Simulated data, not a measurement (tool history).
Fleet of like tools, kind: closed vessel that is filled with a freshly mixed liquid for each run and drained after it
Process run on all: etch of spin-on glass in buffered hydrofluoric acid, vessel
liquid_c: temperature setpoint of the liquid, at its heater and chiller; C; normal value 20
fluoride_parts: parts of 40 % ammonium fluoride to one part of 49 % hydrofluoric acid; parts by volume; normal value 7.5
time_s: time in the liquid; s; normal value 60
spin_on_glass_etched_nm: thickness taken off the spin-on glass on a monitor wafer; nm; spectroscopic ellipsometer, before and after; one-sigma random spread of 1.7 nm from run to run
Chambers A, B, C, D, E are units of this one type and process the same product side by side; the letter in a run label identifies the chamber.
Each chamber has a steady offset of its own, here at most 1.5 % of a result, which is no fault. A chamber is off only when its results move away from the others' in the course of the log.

run     day  liquid_c  fluoride_parts  time_s  read-back film thickness of the spin-on glass reference wafer, read on the same gauge (nm)  spin_on_glass_etched_nm
 1C   0.242        20             7.5      60                                                                                      100.02                   227.39
 2D   0.554        20             7.5      60                                                                                      99.997                   227.98
 3B   0.875        20             7.5      60                                                                                      100.01                   228.83
 4E   1.321        20             7.5      60                                                                                      99.991                   229.01
 5A   1.654        20             7.5      60                                                                                      100.01                   226.45
 6A   2.121        20             7.5      60                                                                                      99.972                   227.76
 7E   2.354        20             7.5      60                                                                                      100.02                    228.9
 8C   2.888        20             7.5      60                                                                                      99.994                   225.41
 9B   3.346        20             7.5      60                                                                                      99.999                   227.79
10D   3.671        20             7.5      60                                                                                      99.978                   229.23
11B    4.15        23             7.5      60                                                                                      100.02                   264.42
12D   4.579        23             7.5      60                                                                                      100.01                   270.16
13C   4.829        23             7.5      60                                                                                         100                   269.27
14E   5.258        23             7.5      60                                                                                      100.02                   269.79
      5.462  -- chamber D: hydrofluoric acid flow meter replaced
15A   5.712        23             7.5      60                                                                                      100.01                   270.44
16D    6.05        20             7.5      60                                                                                      99.992                   228.41
17C   6.471        20             7.5      60                                                                                      99.999                   226.58
18B   6.904        20             7.5      60                                                                                      99.977                   234.47
19E   7.271        20             7.5      60                                                                                      100.01                   229.64
20A   7.567        20             7.5      60                                                                                      99.995                   227.24
      8.017  -- chamber A: thermometer replaced
21E   8.083      17.5             5.5      60                                                                                         100                    260.5
22A   8.396      17.5             5.5      60                                                                                      99.998                   262.28
23C   8.633      17.5             5.5      60                                                                                      99.988                   262.14
24B   9.096      17.5             5.5      60                                                                                      99.989                   278.37
25D     9.5      17.5             5.5      60                                                                                      99.997                    263.6
26E   9.996        20             7.5      60                                                                                      100.01                   233.08
27B  10.446        20             7.5      60                                                                                      99.998                   247.62
28D  10.762        20             7.5      60                                                                                      99.992                   229.14
29C  11.154        20             7.5      60                                                                                      100.01                   225.06
30A  11.546        20             7.5      60                                                                                      100.02                   228.08
31E  11.921        20             7.5      60                                                                                      99.991                   229.09
32D  12.162        20             7.5      70                                                                                       99.99                    269.8

Next, all 5 chambers run the settings below, one line each with question marks for the results. What does each chamber give?
33A  12.55        24             7.5      60                                                                                                                    ?
33B  12.55        24             7.5      60                                                                                                                    ?
33C  12.55        24             7.5      60                                                                                                                    ?
33D  12.55        24             7.5      60                                                                                                                    ?
33E  12.55        24             7.5      60                                                                                                                    ?

run  spin_on_glass_etched_nm
33A                   280.26
33B                   313.11
33C                   284.88
33D                   289.26
33E                   284.79
